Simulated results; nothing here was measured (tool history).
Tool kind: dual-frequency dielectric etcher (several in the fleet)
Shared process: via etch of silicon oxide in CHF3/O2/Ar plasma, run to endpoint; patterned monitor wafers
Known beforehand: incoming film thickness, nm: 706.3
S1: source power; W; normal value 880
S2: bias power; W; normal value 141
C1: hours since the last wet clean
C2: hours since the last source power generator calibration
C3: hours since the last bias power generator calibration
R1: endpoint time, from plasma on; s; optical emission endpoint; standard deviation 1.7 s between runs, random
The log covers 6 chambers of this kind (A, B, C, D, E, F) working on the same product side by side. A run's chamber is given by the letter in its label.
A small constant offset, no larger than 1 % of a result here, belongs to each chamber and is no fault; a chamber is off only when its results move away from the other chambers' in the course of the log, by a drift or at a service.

Run 1C, hour 4.3: usual settings; C1 13.6; C2 1225.6; C3 2795.8. Result: R1 331.34 s.
Run 2E, hour 9.5: usual settings; C1 362.0; C2 2615.1; C3 484.6. Result: R1 331.64 s.
Run 3D, hour 15.4: usual settings; C1 58.9; C2 1262.0; C3 160.1. Result: R1 332.92 s.
Run 4B, hour 19.4: usual settings; C1 125.2; C2 601.8; C3 1989.2. Result: R1 331.15 s.
Run 5F, hour 23.9: usual settings; C1 293.7; C2 260.7; C3 2169.5. Result: R1 327.36 s.
Run 6A, hour 28.5: usual settings; C1 363.8; C2 916.0; C3 2970.1. Result: R1 332.19 s.
Run 7C, hour 35.5: usual settings; C1 44.8; C2 1256.8; C3 2827.0. Result: R1 330.20 s.
At hour 40.4: chamber C: bias power generator calibrated.
Run 8B, hour 41.2: usual settings but S2 111 W; C1 147.0; C2 623.6; C3 2011.0. Result: R1 360.69 s.
Run 9E, hour 45.5: usual settings but S2 111 W; C1 398.0; C2 2651.1; C3 520.6. Result: R1 361.00 s.
Run 10F, hour 54.2: usual settings but S2 111 W; C1 324.0; C2 291.0; C3 2199.8. Result: R1 355.98 s.
At hour 58.4: chamber A: wet clean of the chamber.
Run 11D, hour 60.7: usual settings but S2 111 W; C1 104.2; C2 1307.3; C3 205.4. Result: R1 359.01 s.
Run 12A, hour 66.7: usual settings but S2 111 W; C1 8.3; C2 954.2; C3 3008.3. Result: R1 352.91 s.
Run 13F, hour 72.4: usual settings but S2 111 W; C1 342.2; C2 309.2; C3 2218.0. Result: R1 357.32 s.
Run 14B, hour 78.3: usual settings; C1 184.1; C2 660.7; C3 2048.1. Result: R1 332.09 s.
Run 15E, hour 85.7: usual settings but S1 1000 W; C1 438.2; C2 2691.3; C3 560.8. Result: R1 317.28 s.
Run 16A, hour 94.3: usual settings but S1 1000 W; C1 35.9; C2 981.8; C3 3035.9. Result: R1 314.67 s.
Run 17C, hour 100.2: usual settings but S1 1000 W; C1 109.5; C2 1321.5; C3 59.9. Result: R1 317.23 s.
Run 18D, hour 107.3: usual settings but S1 1000 W; C1 150.8; C2 1353.9; C3 252.0. Result: R1 316.60 s.
Run 19A, hour 111.6: usual settings but S1 1000 W; C1 53.2; C2 999.1; C3 3053.2. Result: R1 315.38 s.
Run 20C, hour 119.3: usual settings but S1 1000 W; C1 128.6; C2 1340.6; C3 79.0. Result: R1 317.15 s.
Run 21B, hour 123.6: usual settings; C1 229.4; C2 706.0; C3 2093.4. Result: R1 329.57 s.
Run 22D, hour 127.9: usual settings; C1 171.4; C2 1374.5; C3 272.6. Result: R1 332.40 s.
Run 23F, hour 136.3: usual settings; C1 406.1; C2 373.1; C3 2281.9. Result: R1 329.79 s.
Run 24E, hour 142.6: usual settings; C1 495.1; C2 2748.2; C3 617.7. Result: R1 332.10 s.
Run 25A, hour 147.0: usual settings; C1 88.6; C2 1034.5; C3 3088.6. Result: R1 331.68 s.
Run 26E, hour 154.3: usual settings; C1 506.8; C2 2759.9; C3 629.4. Result: R1 332.63 s.
At hour 156.1: chamber E: wet clean of the chamber.
Run 27F, hour 162.8: usual settings; C1 432.6; C2 399.6; C3 2308.4. Result: R1 332.50 s.
Run 28D, hour 169.2: usual settings; C1 212.7; C2 1415.8; C3 313.9. Result: R1 329.14 s.
Run 29B, hour 177.8: usual settings; C1 283.6; C2 760.2; C3 2147.6. Result: R1 321.41 s.
Run 30C, hour 183.3: usual settings; C1 192.6; C2 1404.6; C3 143.0. Result: R1 334.67 s.
Run 31F, hour 191.9: usual settings; C1 461.7; C2 428.7; C3 2337.5. Result: R1 331.14 s.
Run 32D, hour 197.6: usual settings; C1 241.1; C2 1444.2; C3 342.3. Result: R1 330.93 s.
Run 33E, hour 204.0: usual settings; C1 48.0; C2 2809.6; C3 679.1. Result: R1 330.36 s.
Run 34B, hour 208.2: usual settings; C1 314.0; C2 790.6; C3 2178.0. Result: R1 317.35 s.
Run 35C, hour 212.7: usual settings; C1 222.0; C2 1434.0; C3 172.4. Result: R1 334.54 s.
Run 36A, hour 217.9: usual settings; C1 159.5; C2 1105.4; C3 3159.5. Result: R1 335.06 s.

One chamber off, gauge drift, or nothing amiss beyond the chambers' own small offsets? If it is a chamber, which one, and what is the likeliest cause?

Little by little, chamber B moves away from the other chambers.
What lies behind it: etch rate over this chamber's usual, % = 5.07.

Here are 4 candidates for chamber B's next run, each the usual settings with a change, their results left as question marks. Which one brings its results back in line with what the others give on the usual settings?
A result is in line if it is within this distance of the other chambers' mean on the usual settings: R1 6.10 s
Run 37B-1, hour 224.1: usual settings but S1 810 W, S2 132 W. Result: R1 ?.
Run 37B-2, hour 224.1: usual settings but S1 950 W, S2 150 W. Result: R1 ?.
Run 37B-3, hour 224.1: usual settings but S1 1010 W, S2 157 W. Result: R1 ?.
Run 37B-4, hour 224.1: usual settings but S1 750 W, S2 125 W. Result: R1 ?.

Mean of the other chambers on the usual settings: R1 332.34 s
  run      R1
37B-1  332.90
37B-2  300.16
37B-3  288.76
37B-4  349.16
The answer is 37B-1, which returns the chamber to within the allowed miss of the others.
